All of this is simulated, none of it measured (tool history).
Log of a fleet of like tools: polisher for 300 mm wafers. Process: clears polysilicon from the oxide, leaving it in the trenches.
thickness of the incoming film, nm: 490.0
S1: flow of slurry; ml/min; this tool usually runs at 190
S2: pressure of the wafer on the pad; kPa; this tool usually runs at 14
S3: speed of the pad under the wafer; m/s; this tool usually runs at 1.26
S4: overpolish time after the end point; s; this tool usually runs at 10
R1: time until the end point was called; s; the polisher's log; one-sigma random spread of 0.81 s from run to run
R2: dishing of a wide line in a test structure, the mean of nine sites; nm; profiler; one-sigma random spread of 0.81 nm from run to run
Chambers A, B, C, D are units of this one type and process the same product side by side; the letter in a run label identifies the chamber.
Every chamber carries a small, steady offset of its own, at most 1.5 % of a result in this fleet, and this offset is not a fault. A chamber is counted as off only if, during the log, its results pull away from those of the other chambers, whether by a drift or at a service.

Run 1B, hour 11.2: usual settings. Result: R1 45.52 s, R2 61.768 nm.
Run 2A, hour 25.4: usual settings. Result: R1 44.464 s, R2 63.032 nm.
At hour 29.8: chamber B: worn pad replaced by a new one.
Run 3D, hour 40.6: usual settings. Result: R1 45.472 s, R2 62.19 nm.
Run 4C, hour 55.2: usual settings. Result: R1 44.909 s, R2 63.772 nm.
Run 5A, hour 62.6: usual settings. Result: R1 44.094 s, R2 63.48 nm.
At hour 63.9: chamber A: worn pad replaced by a new one.
At hour 70.5: chamber C: worn pad replaced by a new one.
Run 6D, hour 73.5: usual settings. Result: R1 46.105 s, R2 63.191 nm.
Run 7C, hour 82: usual settings. Result: R1 45.192 s, R2 62.865 nm.
At hour 87.2: chamber D: worn pad replaced by a new one.
At hour 88: chamber B: slurry nozzle cleaned.
Run 8B, hour 90.8: usual settings. Result: R1 46.048 s, R2 62.067 nm.
At hour 93: chamber A: head pressure recalibrated.
Run 9D, hour 98.1: usual settings. Result: R1 46.268 s, R2 63.891 nm.
Run 10C, hour 113.9: usual settings. Result: R1 44.616 s, R2 62.87 nm.
Run 11B, hour 125.8: usual settings but S4 5 s. Result: R1 44.697 s, R2 40.105 nm.
Run 12A, hour 133.4: usual settings but S4 5 s. Result: R1 46.402 s, R2 41.18 nm.
At hour 135.7: chamber B: worn pad replaced by a new one.
At hour 147.7: chamber A: worn pad replaced by a new one.
Run 13D, hour 148.7: usual settings but S4 5 s. Result: R1 43.883 s, R2 40.801 nm.
Run 14C, hour 159: usual settings but S4 5 s. Result: R1 44.134 s, R2 41.011 nm.
At hour 159.1: chamber A: slurry nozzle cleaned.
Run 15A, hour 171.5: usual settings but S1 220 ml/min. Result: R1 43.969 s, R2 64.986 nm.
At hour 174.1: chamber D: worn pad replaced by a new one.
Run 16B, hour 185.1: usual settings but S1 220 ml/min. Result: R1 43.005 s, R2 64.424 nm.
At hour 192.1: chamber C: worn pad replaced by a new one.
Run 17B, hour 194.4: usual settings but S1 220 ml/min. Result: R1 43.733 s, R2 63.378 nm.
Run 18A, hour 208.4: usual settings but S1 220 ml/min. Result: R1 44.457 s, R2 63.328 nm.
Run 19C, hour 220.2: usual settings. Result: R1 43.891 s, R2 62.448 nm.
Run 20D, hour 229.4: usual settings. Result: R1 46.184 s, R2 63.861 nm.
Run 21D, hour 238.2: usual settings. Result: R1 44.957 s, R2 62.795 nm.
At hour 247.5: chamber B: worn pad replaced by a new one.
At hour 252.5: chamber A: worn pad replaced by a new one.
Run 22C, hour 252.6: usual settings. Result: R1 44.083 s, R2 62.505 nm.
At hour 262.9: chamber D: slurry nozzle cleaned.
Run 23B, hour 264.7: usual settings. Result: R1 45.708 s, R2 63.32 nm.
At hour 273.5: chamber D: worn pad replaced by a new one.
At hour 277.4: chamber D: head pressure recalibrated.
Run 24A, hour 278.4: usual settings. Result: R1 45.278 s, R2 63.611 nm.
Run 25B, hour 288.4: usual settings. Result: R1 45.632 s, R2 63.007 nm.
At hour 295.4: chamber C: worn pad replaced by a new one.
Run 26D, hour 299.3: usual settings. Result: R1 45.296 s, R2 62.907 nm.
Run 27A, hour 314.4: usual settings but S1 245 ml/min, S4 4 s. Result: R1 42.222 s, R2 36.03 nm.
Run 28C, hour 324.6: usual settings but S1 245 ml/min, S4 4 s. Result: R1 42.177 s, R2 35.573 nm.
At hour 325.1: chamber B: head pressure recalibrated.
Run 29A, hour 340.1: usual settings but S1 245 ml/min, S4 4 s. Result: R1 43.148 s, R2 34.964 nm.
At hour 345.6: chamber B: worn pad replaced by a new one.
At hour 348.5: chamber A: worn pad replaced by a new one.
Run 30B, hour 352.2: usual settings but S1 245 ml/min, S4 4 s. Result: R1 43.115 s, R2 34.418 nm.
At hour 355: chamber D: worn pad replaced by a new one.
Run 31D, hour 364.2: usual settings. Result: R1 45.635 s, R2 63.413 nm.
Run 32C, hour 379.4: usual settings but S3 1.04 m/s. Result: R1 51.688 s, R2 56.176 nm.
Run 33D, hour 389.9: usual settings but S3 1.04 m/s. Result: R1 54.305 s, R2 57.478 nm.
Run 34A, hour 399.3: usual settings but S3 1.04 m/s. Result: R1 52.949 s, R2 57.661 nm.
At hour 405.4: chamber C: worn pad replaced by a new one.
Run 35C, hour 415.6: usual settings but S3 1.04 m/s. Result: R1 53.821 s, R2 55.136 nm.
Run 36B, hour 423.4: usual settings. Result: R1 43.564 s, R2 63.407 nm.
Run 37C, hour 434.6: usual settings. Result: R1 44.032 s, R2 62.668 nm.
Run 38A, hour 446.4: usual settings. Result: R1 45.274 s, R2 63.231 nm.

Predict what each chamber gives when all 4 of them run the settings below next.
Run 39A, hour 458: usual settings. Result: R1 ?, R2 ?.
Run 39B, hour 458: usual settings. Result: R1 ?, R2 ?.
Run 39C, hour 458: usual settings. Result: R1 ?, R2 ?.
Run 39D, hour 458: usual settings. Result: R1 ?, R2 ?.

run      R1      R2
39A  44.792  64.284
39B   44.29  63.666
39C  43.524  62.478
39D  45.049  64.029
